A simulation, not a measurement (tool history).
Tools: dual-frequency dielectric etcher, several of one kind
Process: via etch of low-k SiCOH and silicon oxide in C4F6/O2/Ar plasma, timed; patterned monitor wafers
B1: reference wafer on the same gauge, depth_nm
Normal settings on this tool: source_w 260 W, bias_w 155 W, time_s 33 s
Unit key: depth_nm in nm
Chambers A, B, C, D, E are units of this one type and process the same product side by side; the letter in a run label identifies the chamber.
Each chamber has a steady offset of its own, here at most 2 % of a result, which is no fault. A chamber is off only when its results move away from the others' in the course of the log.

At hour 2.2: chamber C: wet clean of the chamber.
Run 1D, hour 7.6: usual settings; B1 71.889. Result: depth_nm 63.492 nm.
Run 2A, hour 13.2: usual settings; B1 71.944. Result: depth_nm 63.059 nm.
Run 3B, hour 23.7: usual settings; B1 71.818. Result: depth_nm 63.428 nm.
Run 4E, hour 31.6: usual settings; B1 71.929. Result: depth_nm 63.837 nm.
Run 5C, hour 40.7: usual settings; B1 71.873. Result: depth_nm 63.343 nm.
Run 6A, hour 51.2: usual settings; B1 71.983. Result: depth_nm 63.153 nm.
Run 7C, hour 58.5: usual settings; B1 71.926. Result: depth_nm 62.364 nm.
Run 8D, hour 69.4: usual settings but bias_w 123 W, time_s 30 s; B1 71.938. Result: depth_nm 54.095 nm.
Run 9E, hour 75.4: usual settings but bias_w 123 W, time_s 30 s; B1 71.911. Result: depth_nm 53.892 nm.
Run 10B, hour 81.6: usual settings but bias_w 123 W, time_s 30 s; B1 71.836. Result: depth_nm 53.688 nm.
Run 11E, hour 92: usual settings but bias_w 123 W, time_s 30 s; B1 72.008. Result: depth_nm 53.574 nm.
Run 12C, hour 97.4: usual settings but bias_w 123 W, time_s 30 s; B1 71.817. Result: depth_nm 53.342 nm.
Run 13A, hour 106.7: usual settings; B1 71.825. Result: depth_nm 63.438 nm.
Run 14B, hour 116: usual settings; B1 71.788. Result: depth_nm 63.03 nm.
Run 15D, hour 127.4: usual settings; B1 71.984. Result: depth_nm 63.294 nm.
At hour 136.2: chamber B: wet clean of the chamber.
Run 16B, hour 138.8: usual settings; B1 71.873. Result: depth_nm 62.876 nm.
Run 17A, hour 148.5: usual settings; B1 71.806. Result: depth_nm 63.286 nm.
Run 18C, hour 156.8: usual settings; B1 71.857. Result: depth_nm 62.678 nm.
Run 19D, hour 168: usual settings; B1 71.936. Result: depth_nm 64.142 nm.
Run 20E, hour 175.7: usual settings but bias_w 138 W, time_s 26.5 s; B1 72.014. Result: depth_nm 48.93 nm.
Run 21B, hour 185.1: usual settings but bias_w 138 W, time_s 26.5 s; B1 71.8. Result: depth_nm 48.369 nm.
Run 22E, hour 194.4: usual settings but bias_w 138 W, time_s 26.5 s; B1 71.907. Result: depth_nm 49.083 nm.
Run 23C, hour 204.5: usual settings but bias_w 138 W, time_s 26.5 s; B1 71.781. Result: depth_nm 48.65 nm.
Run 24A, hour 212.2: usual settings but bias_w 138 W, time_s 26.5 s; B1 71.879. Result: depth_nm 48.488 nm.
Run 25D, hour 220.5: usual settings; B1 71.91. Result: depth_nm 63.992 nm.
Run 26B, hour 227.7: usual settings; B1 71.906. Result: depth_nm 63.47 nm.
Run 27C, hour 236.2: usual settings; B1 71.91. Result: depth_nm 63.006 nm.
Run 28D, hour 245.6: usual settings; B1 71.848. Result: depth_nm 63.69 nm.
Run 29E, hour 253.6: usual settings; B1 71.903. Result: depth_nm 63.414 nm.
Run 30A, hour 260.5: usual settings but source_w 300 W, time_s 37.5 s; B1 72.02. Result: depth_nm 75.873 nm.
Run 31C, hour 268.9: usual settings but source_w 300 W, time_s 37.5 s; B1 71.894. Result: depth_nm 75.894 nm.

Is one chamber off against the others, does the gauge drift, or is nothing wrong? If a chamber is off, say which, and what the likeliest cause is.

Beyond each chamber's small constant offset nothing stands out, and the gauge stays steady.
